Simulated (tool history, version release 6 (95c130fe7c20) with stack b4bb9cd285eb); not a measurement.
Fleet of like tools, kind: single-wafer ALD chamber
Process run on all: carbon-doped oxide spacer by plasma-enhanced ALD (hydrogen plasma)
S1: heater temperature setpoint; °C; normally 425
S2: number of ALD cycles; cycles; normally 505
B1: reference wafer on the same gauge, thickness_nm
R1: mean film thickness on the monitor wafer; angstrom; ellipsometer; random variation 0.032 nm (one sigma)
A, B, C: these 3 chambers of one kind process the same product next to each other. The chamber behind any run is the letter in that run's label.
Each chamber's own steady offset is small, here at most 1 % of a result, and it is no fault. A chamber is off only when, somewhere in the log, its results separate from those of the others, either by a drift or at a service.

{"run": "1A", "hour": 9.9, "S1": 425, "S2": 505, "B1": 26.011, "R1": 233.45}
{"run": "2B", "hour": 15.8, "S1": 425, "S2": 505, "B1": 26.01, "R1": 234.17}
{"run": "3C", "hour": 22.9, "S1": 425, "S2": 505, "B1": 26.006, "R1": 232.5}
{"run": "4B", "hour": 30.9, "S1": 425, "S2": 505, "B1": 26.002, "R1": 234.67}
{"run": "5A", "hour": 38.8, "S1": 425, "S2": 505, "B1": 26.022, "R1": 233.73}
{"run": "6C", "hour": 50.0, "S1": 425, "S2": 505, "B1": 26.024, "R1": 232.73}
{"run": "7C", "hour": 56.6, "S1": 425, "S2": 505, "B1": 26.021, "R1": 232.32}
{"run": "8B", "hour": 66.5, "S1": 425, "S2": 505, "B1": 26.027, "R1": 234.82}
{"run": "9A", "hour": 71.9, "S1": 425, "S2": 505, "B1": 26.033, "R1": 233.91}
{"run": "10C", "hour": 80.4, "S1": 425, "S2": 453, "B1": 26.035, "R1": 208.73}
{"run": "11B", "hour": 86.1, "S1": 425, "S2": 453, "B1": 26.046, "R1": 209.47}
{"run": "12A", "hour": 96.4, "S1": 425, "S2": 453, "B1": 26.038, "R1": 210.01}
{"run": "13A", "hour": 107.0, "S1": 436, "S2": 416, "B1": 26.056, "R1": 185.56}
{"run": "14C", "hour": 116.9, "S1": 436, "S2": 416, "B1": 26.048, "R1": 184.51}
{"run": "15B", "hour": 127.8, "S1": 436, "S2": 416, "B1": 26.05, "R1": 186.72}
{"run": "16A", "hour": 134.6, "S1": 419, "S2": 505, "B1": 26.054, "R1": 238.16}
{"run": "17C", "hour": 145.1, "S1": 419, "S2": 505, "B1": 26.058, "R1": 237.8}
{"run": "18B", "hour": 152.6, "S1": 419, "S2": 505, "B1": 26.062, "R1": 239.51}
{"run": "19A", "hour": 161.3, "S1": 425, "S2": 505, "B1": 26.065, "R1": 233.98}
{"run": "20C", "hour": 171.2, "S1": 425, "S2": 505, "B1": 26.08, "R1": 232.85}
{"run": "21B", "hour": 178.4, "S1": 425, "S2": 505, "B1": 26.074, "R1": 234.26}
{"run": "22B", "hour": 187.3, "S1": 425, "S2": 505, "B1": 26.076, "R1": 235.3}
{"run": "23A", "hour": 197.5, "S1": 425, "S2": 505, "B1": 26.071, "R1": 234.12}
{"run": "24C", "hour": 204.3, "S1": 425, "S2": 505, "B1": 26.093, "R1": 232.82}
{"run": "25C", "hour": 209.9, "S1": 425, "S2": 505, "B1": 26.086, "R1": 232.94}
{"run": "26A", "hour": 218.8, "S1": 425, "S2": 505, "B1": 26.097, "R1": 235.02}
{"run": "27B", "hour": 230.2, "S1": 411, "S2": 583, "B1": 26.095, "R1": 283.56}
{"run": "28C", "hour": 239.5, "S1": 411, "S2": 583, "B1": 26.099, "R1": 280.79}
{"run": "29B", "hour": 250.4, "S1": 411, "S2": 583, "B1": 26.1, "R1": 282.83}
{"run": "30A", "hour": 261.4, "S1": 425, "S2": 505, "B1": 26.114, "R1": 234.42}
{"run": "31A", "hour": 268.9, "S1": 425, "S2": 505, "B1": 26.111, "R1": 234.62}
{"run": "32B", "hour": 274.2, "S1": 425, "S2": 505, "B1": 26.127, "R1": 234.71}
{"run": "33C", "hour": 282.9, "S1": 425, "S2": 505, "B1": 26.116, "R1": 233.22}
{"run": "34C", "hour": 288.9, "S1": 425, "S2": 576, "B1": 26.131, "R1": 265.94}
{"run": "35B", "hour": 294.9, "S1": 425, "S2": 576, "B1": 26.124, "R1": 267.96}
{"run": "36A", "hour": 303.8, "S1": 425, "S2": 576, "B1": 26.129, "R1": 267.59}
{"run": "37A", "hour": 315.1, "S1": 437, "S2": 505, "B1": 26.126, "R1": 225.23}
{"run": "38B", "hour": 321.2, "S1": 437, "S2": 505, "B1": 26.137, "R1": 226.16}
{"run": "39C", "hour": 332.4, "S1": 437, "S2": 505, "B1": 26.14, "R1": 224.19}
{"run": "40A", "hour": 340.0, "S1": 425, "S2": 505, "B1": 26.152, "R1": 234.8}

Read the log: is a single chamber off, either drifting away or since a service, is the gauge that measures every chamber drifting, or is nothing wrong beyond small per-chamber offsets? Name any odd chamber and what most likely caused it.

The gauge drifts, so all chambers seem to drift together. No chamber is off.
Most likely cause: gauge reads high (%) = 0.569.

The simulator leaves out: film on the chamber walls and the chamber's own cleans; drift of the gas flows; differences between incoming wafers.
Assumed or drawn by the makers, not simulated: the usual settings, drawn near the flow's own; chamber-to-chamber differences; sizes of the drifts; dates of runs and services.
